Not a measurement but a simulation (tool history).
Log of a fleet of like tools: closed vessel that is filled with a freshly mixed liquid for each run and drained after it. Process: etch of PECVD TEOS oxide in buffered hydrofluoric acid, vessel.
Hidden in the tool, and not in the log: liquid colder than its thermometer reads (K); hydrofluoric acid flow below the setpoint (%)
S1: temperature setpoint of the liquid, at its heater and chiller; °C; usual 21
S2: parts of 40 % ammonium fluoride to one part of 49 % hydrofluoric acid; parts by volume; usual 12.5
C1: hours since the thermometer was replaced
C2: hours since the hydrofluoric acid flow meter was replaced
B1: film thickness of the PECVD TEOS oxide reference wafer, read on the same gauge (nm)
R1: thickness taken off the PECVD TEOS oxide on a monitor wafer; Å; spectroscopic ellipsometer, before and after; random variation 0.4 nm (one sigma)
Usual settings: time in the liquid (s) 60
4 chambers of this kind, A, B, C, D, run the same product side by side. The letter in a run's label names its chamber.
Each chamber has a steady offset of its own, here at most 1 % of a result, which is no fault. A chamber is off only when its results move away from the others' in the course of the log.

Run 1C, hour 3.1: usual settings; C1 138.5; C2 398.8; B1 79.991. Result: R1 659.32 Å.
Run 2D, hour 6.3: usual settings; C1 502.1; C2 207.1; B1 80.032. Result: R1 654.36 Å.
Run 3A, hour 9.4: usual settings; C1 1538.5; C2 307.9; B1 79.997. Result: R1 653.32 Å.
Run 4B, hour 14.5: usual settings; C1 952.8; C2 115.4; B1 79.997. Result: R1 661.07 Å.
Run 5D, hour 17.6: usual settings; C1 513.4; C2 218.4; B1 79.997. Result: R1 662.27 Å.
Run 6C, hour 21.7: usual settings; C1 157.1; C2 417.4; B1 80.012. Result: R1 662.29 Å.
Run 7B, hour 26: usual settings; C1 964.3; C2 126.9; B1 79.994. Result: R1 657.04 Å.
Run 8A, hour 30.6: usual settings; C1 1559.7; C2 329.1; B1 79.993. Result: R1 657.09 Å.
Run 9A, hour 35.5: usual settings; C1 1564.6; C2 334; B1 80. Result: R1 657.15 Å.
Run 10C, hour 40.4: usual settings; C1 175.8; C2 436.1; B1 79.971. Result: R1 668.78 Å.
Run 11D, hour 44.2: usual settings; C1 540; C2 245; B1 79.993. Result: R1 654.48 Å.
Run 12B, hour 48: usual settings; C1 986.3; C2 148.9; B1 80.008. Result: R1 658.34 Å.
Run 13B, hour 53.9: usual settings; C1 992.2; C2 154.8; B1 79.98. Result: R1 646.34 Å.
Run 14C, hour 58.7: usual settings but S2 10.5 parts by volume; C1 194.1; C2 454.4; B1 80.001. Result: R1 782.31 Å.
Run 15A, hour 62.8: usual settings but S2 10.5 parts by volume; C1 1591.9; C2 361.3; B1 79.982. Result: R1 774.08 Å.
Run 16D, hour 66.1: usual settings but S2 10.5 parts by volume; C1 561.9; C2 266.9; B1 80.01. Result: R1 782.19 Å.
Run 17C, hour 71.1: usual settings but S2 10.5 parts by volume; C1 206.5; C2 466.8; B1 80.004. Result: R1 790.08 Å.
Run 18D, hour 74.7: usual settings; C1 570.5; C2 275.5; B1 79.972. Result: R1 662.97 Å.
Run 19A, hour 79: usual settings; C1 1608.1; C2 377.5; B1 79.982. Result: R1 662.02 Å.
Run 20B, hour 81.8: usual settings; C1 1020.1; C2 182.7; B1 79.982. Result: R1 654.13 Å.
Run 21B, hour 84.5: usual settings; C1 1022.8; C2 185.4; B1 80.009. Result: R1 654.43 Å.
Run 22C, hour 90.2: usual settings; C1 225.6; C2 485.9; B1 80.007. Result: R1 665.09 Å.
Run 23D, hour 93.6: usual settings but S1 18 °C, S2 8.5 parts by volume; C1 589.4; C2 294.4; B1 80.014. Result: R1 785.86 Å.
Run 24A, hour 97: usual settings but S1 18 °C, S2 8.5 parts by volume; C1 1626.1; C2 395.5; B1 80.006. Result: R1 787.28 Å.
Run 25A, hour 102.6: usual settings but S1 18 °C, S2 8.5 parts by volume; C1 1631.7; C2 401.1; B1 79.991. Result: R1 782.51 Å.

All 4 chambers run these settings next. Forecast each chamber's results:
Run 26A, hour 106.9: usual settings. Result: R1 ?.
Run 26B, hour 106.9: usual settings. Result: R1 ?.
Run 26C, hour 106.9: usual settings. Result: R1 ?.
Run 26D, hour 106.9: usual settings. Result: R1 ?.

run      R1
26A   662.2
26B  660.96
26C  659.62
26D  661.44
